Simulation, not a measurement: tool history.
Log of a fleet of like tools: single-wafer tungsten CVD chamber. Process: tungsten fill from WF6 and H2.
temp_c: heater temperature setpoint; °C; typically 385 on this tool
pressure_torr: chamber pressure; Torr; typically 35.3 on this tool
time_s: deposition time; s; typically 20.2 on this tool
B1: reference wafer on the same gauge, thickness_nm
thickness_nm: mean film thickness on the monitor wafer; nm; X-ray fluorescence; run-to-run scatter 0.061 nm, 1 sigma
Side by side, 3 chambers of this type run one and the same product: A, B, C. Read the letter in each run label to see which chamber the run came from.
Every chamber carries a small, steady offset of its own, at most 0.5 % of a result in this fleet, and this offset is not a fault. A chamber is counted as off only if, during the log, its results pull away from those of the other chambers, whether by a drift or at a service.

Run 1B, hour 14.9: usual settings; B1 44.104. Result: thickness_nm 47.312 nm.
Run 2A, hour 26.4: usual settings; B1 44.111. Result: thickness_nm 47.762 nm.
Run 3C, hour 39.8: usual settings; B1 44.122. Result: thickness_nm 47.504 nm.
Run 4C, hour 50.1: usual settings; B1 44.137. Result: thickness_nm 47.528 nm.
Run 5B, hour 64.6: usual settings; B1 44.147. Result: thickness_nm 47.322 nm.
Run 6A, hour 74.1: usual settings; B1 44.149. Result: thickness_nm 47.689 nm.
Run 7B, hour 84.4: usual settings but temp_c 378 °C, time_s 17.7 s; B1 44.167. Result: thickness_nm 35.986 nm.
Run 8C, hour 98.4: usual settings but temp_c 378 °C, time_s 17.7 s; B1 44.146. Result: thickness_nm 36.091 nm.
Run 9A, hour 105.2: usual settings but temp_c 378 °C, time_s 17.7 s; B1 44.17. Result: thickness_nm 36.356 nm.
Run 10A, hour 114: usual settings; B1 44.179. Result: thickness_nm 47.75 nm.
Run 11B, hour 129.2: usual settings; B1 44.191. Result: thickness_nm 47.302 nm.
Run 12C, hour 144: usual settings but temp_c 395 °C, time_s 17.6 s; B1 44.195. Result: thickness_nm 50.338 nm.
Run 13C, hour 158.2: usual settings but temp_c 395 °C, time_s 17.6 s; B1 44.197. Result: thickness_nm 50.369 nm.
Run 14A, hour 169.3: usual settings but temp_c 395 °C, time_s 17.6 s; B1 44.218. Result: thickness_nm 50.736 nm.
Run 15B, hour 180.2: usual settings; B1 44.231. Result: thickness_nm 47.36 nm.
Run 16C, hour 192.5: usual settings; B1 44.22. Result: thickness_nm 47.617 nm.
Run 17A, hour 206.5: usual settings; B1 44.239. Result: thickness_nm 47.818 nm.
Run 18B, hour 213.5: usual settings; B1 44.237. Result: thickness_nm 47.335 nm.
Run 19A, hour 226.4: usual settings; B1 44.254. Result: thickness_nm 47.9 nm.
Run 20B, hour 233.3: usual settings; B1 44.257. Result: thickness_nm 47.449 nm.
Run 21C, hour 241: usual settings but pressure_torr 39.8 Torr, time_s 18.3 s; B1 44.261. Result: thickness_nm 45.746 nm.
Run 22C, hour 254: usual settings but pressure_torr 39.8 Torr, time_s 18.3 s; B1 44.259. Result: thickness_nm 45.703 nm.
Run 23B, hour 265.5: usual settings but pressure_torr 39.8 Torr, time_s 18.3 s; B1 44.277. Result: thickness_nm 45.439 nm.
Run 24A, hour 272.3: usual settings; B1 44.28. Result: thickness_nm 47.882 nm.
Run 25C, hour 278.9: usual settings; B1 44.303. Result: thickness_nm 47.722 nm.
Run 26A, hour 293.5: usual settings; B1 44.291. Result: thickness_nm 47.996 nm.
Run 27B, hour 304.8: usual settings; B1 44.302. Result: thickness_nm 47.464 nm.
Run 28B, hour 315.8: usual settings; B1 44.32. Result: thickness_nm 47.491 nm.
Run 29C, hour 324.5: usual settings; B1 44.3. Result: thickness_nm 47.783 nm.
Run 30A, hour 336: usual settings; B1 44.321. Result: thickness_nm 47.872 nm.

Predict what each chamber gives when all 3 of them run the settings below next.
Run 31A, hour 346.9: usual settings. Result: thickness_nm ?.
Run 31B, hour 346.9: usual settings. Result: thickness_nm ?.
Run 31C, hour 346.9: usual settings. Result: thickness_nm ?.

run  thickness_nm
31A        47.849
31B        47.582
31C         47.82
